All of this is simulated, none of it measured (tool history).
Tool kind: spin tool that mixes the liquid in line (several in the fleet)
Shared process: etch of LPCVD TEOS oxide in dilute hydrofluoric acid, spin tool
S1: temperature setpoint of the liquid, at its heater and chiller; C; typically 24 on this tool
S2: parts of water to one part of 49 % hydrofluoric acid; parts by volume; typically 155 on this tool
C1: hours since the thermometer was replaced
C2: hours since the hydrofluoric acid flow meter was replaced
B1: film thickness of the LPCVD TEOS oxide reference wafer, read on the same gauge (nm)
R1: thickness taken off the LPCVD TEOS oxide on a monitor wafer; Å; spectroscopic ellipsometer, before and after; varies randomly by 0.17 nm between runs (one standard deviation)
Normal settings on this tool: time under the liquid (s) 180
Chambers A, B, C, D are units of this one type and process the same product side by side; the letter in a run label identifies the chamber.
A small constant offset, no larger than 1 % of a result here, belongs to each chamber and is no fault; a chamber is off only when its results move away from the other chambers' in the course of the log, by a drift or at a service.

Run 1B, day 0.25: usual settings; C1 1137.6; C2 577.2; B1 100. Result: R1 188.5 Å.
Run 2D, day 0.412: usual settings; C1 318.5; C2 2481.7; B1 100.02. Result: R1 186.14 Å.
Run 3C, day 0.554: usual settings; C1 1192.6; C2 424.1; B1 100. Result: R1 188.99 Å.
Run 4A, day 0.804: usual settings; C1 1413.9; C2 139.8; B1 99.989. Result: R1 187.33 Å.
Run 5B, day 1.012: usual settings; C1 1155.9; C2 595.5; B1 99.983. Result: R1 190.89 Å.
Run 6D, day 1.175: usual settings; C1 336.8; C2 2500; B1 99.992. Result: R1 186.44 Å.
Run 7C, day 1.338: usual settings; C1 1211.4; C2 442.9; B1 100.01. Result: R1 187.53 Å.
Run 8A, day 1.533: usual settings; C1 1431.4; C2 157.3; B1 99.982. Result: R1 189.79 Å.
Run 9B, day 1.738: usual settings; C1 1173.3; C2 612.9; B1 99.996. Result: R1 189.96 Å.
Run 10A, day 1.992: usual settings; C1 1442.4; C2 168.3; B1 100.01. Result: R1 187.34 Å.
Run 11C, day 2.179: usual settings; C1 1231.6; C2 463.1; B1 100. Result: R1 185.33 Å.
Run 12D, day 2.396: usual settings; C1 366.1; C2 2529.3; B1 100.01. Result: R1 185.87 Å.
Run 13B, day 2.65: usual settings; C1 1195.2; C2 634.8; B1 100. Result: R1 194.72 Å.
Run 14D, day 2.875: usual settings; C1 377.6; C2 2540.8; B1 100.05. Result: R1 187.57 Å.
Run 15A, day 3.067: usual settings but S2 120 parts by volume; C1 1468.2; C2 194.1; B1 99.985. Result: R1 250.14 Å.
Run 16C, day 3.208: usual settings but S2 120 parts by volume; C1 1256.3; C2 487.8; B1 99.99. Result: R1 250.22 Å.
Run 17A, day 3.338: usual settings but S2 120 parts by volume; C1 1474.7; C2 200.6; B1 100.01. Result: R1 252.65 Å.
Run 18C, day 3.517: usual settings but S2 120 parts by volume; C1 1263.7; C2 495.2; B1 99.995. Result: R1 252.19 Å.
Run 19B, day 3.671: usual settings; C1 1219.7; C2 659.3; B1 100. Result: R1 193.96 Å.
Run 20D, day 3.804: usual settings but S2 95 parts by volume; C1 399.9; C2 2563.1; B1 100.01. Result: R1 317.09 Å.
Run 21B, day 3.929: usual settings but S2 95 parts by volume; C1 1225.9; C2 665.5; B1 99.961. Result: R1 339.46 Å.
Run 22C, day 4.129: usual settings but S2 95 parts by volume; C1 1278.4; C2 509.9; B1 100.02. Result: R1 331.6 Å.
Run 23D, day 4.388: usual settings but S2 95 parts by volume; C1 413.9; C2 2577.1; B1 99.976. Result: R1 323.68 Å.
Run 24A, day 4.525: usual settings; C1 1503.2; C2 229.1; B1 99.985. Result: R1 185.53 Å.
Run 25C, day 4.646: usual settings; C1 1290.8; C2 522.3; B1 99.992. Result: R1 189.08 Å.
Run 26A, day 4.871: usual settings but time under the liquid (s) 245; C1 1511.5; C2 237.4; B1 100. Result: R1 252.5 Å.
Run 27B, day 4.988: usual settings but time under the liquid (s) 245; C1 1251.3; C2 690.9; B1 100.01. Result: R1 269.13 Å.
Run 28D, day 5.171: usual settings but time under the liquid (s) 245; C1 432.7; C2 2595.9; B1 100.01. Result: R1 249.4 Å.
Run 29D, day 5.312: usual settings but time under the liquid (s) 245; C1 436.1; C2 2599.3; B1 99.995. Result: R1 252.64 Å.
Run 30B, day 5.429: usual settings but S1 19.5 C; C1 1261.9; C2 701.5; B1 100.02. Result: R1 168.29 Å.
Run 31A, day 5.683: usual settings but S1 19.5 C; C1 1531; C2 256.9; B1 100.01. Result: R1 157.74 Å.
Run 32C, day 5.817: usual settings but S1 19.5 C; C1 1318.9; C2 550.4; B1 99.992. Result: R1 157.32 Å.

Is one chamber out of step, is the gauge drifting, or do the chambers differ by no more than their own small offsets? For an off chamber, give its letter and the likeliest cause.

Little by little, chamber B moves away from the other chambers.
Likeliest cause: hydrofluoric acid flow above the setpoint (%) = 5.85.
From this log alone, it may not be told apart from: liquid hotter than its thermometer reads (K).

Which of the 4 candidates below, each the usual settings with something changed and its results left as question marks, puts chamber B back in line with what the other chambers give on the usual settings?
Counts as in line when no further than this from what the other chambers average on the usual settings: R1 5.9 Å
Run 33B-1, day 6.004: usual settings but time under the liquid (s) 185. Result: R1 ?.
Run 33B-2, day 6.004: usual settings but S2 160 parts by volume, time under the liquid (s) 175. Result: R1 ?.
Run 33B-3, day 6.004: usual settings but S2 145 parts by volume. Result: R1 ?.
Run 33B-4, day 6.004: usual settings but time under the liquid (s) 175. Result: R1 ?.

Other chambers, usual settings, mean: R1 187.11 Å
  run      R1
33B-1  205.46
33B-2  187.37
33B-3  215.78
33B-4  194.35
33B-2 is the one that brings the chamber's results back in line with the other chambers.
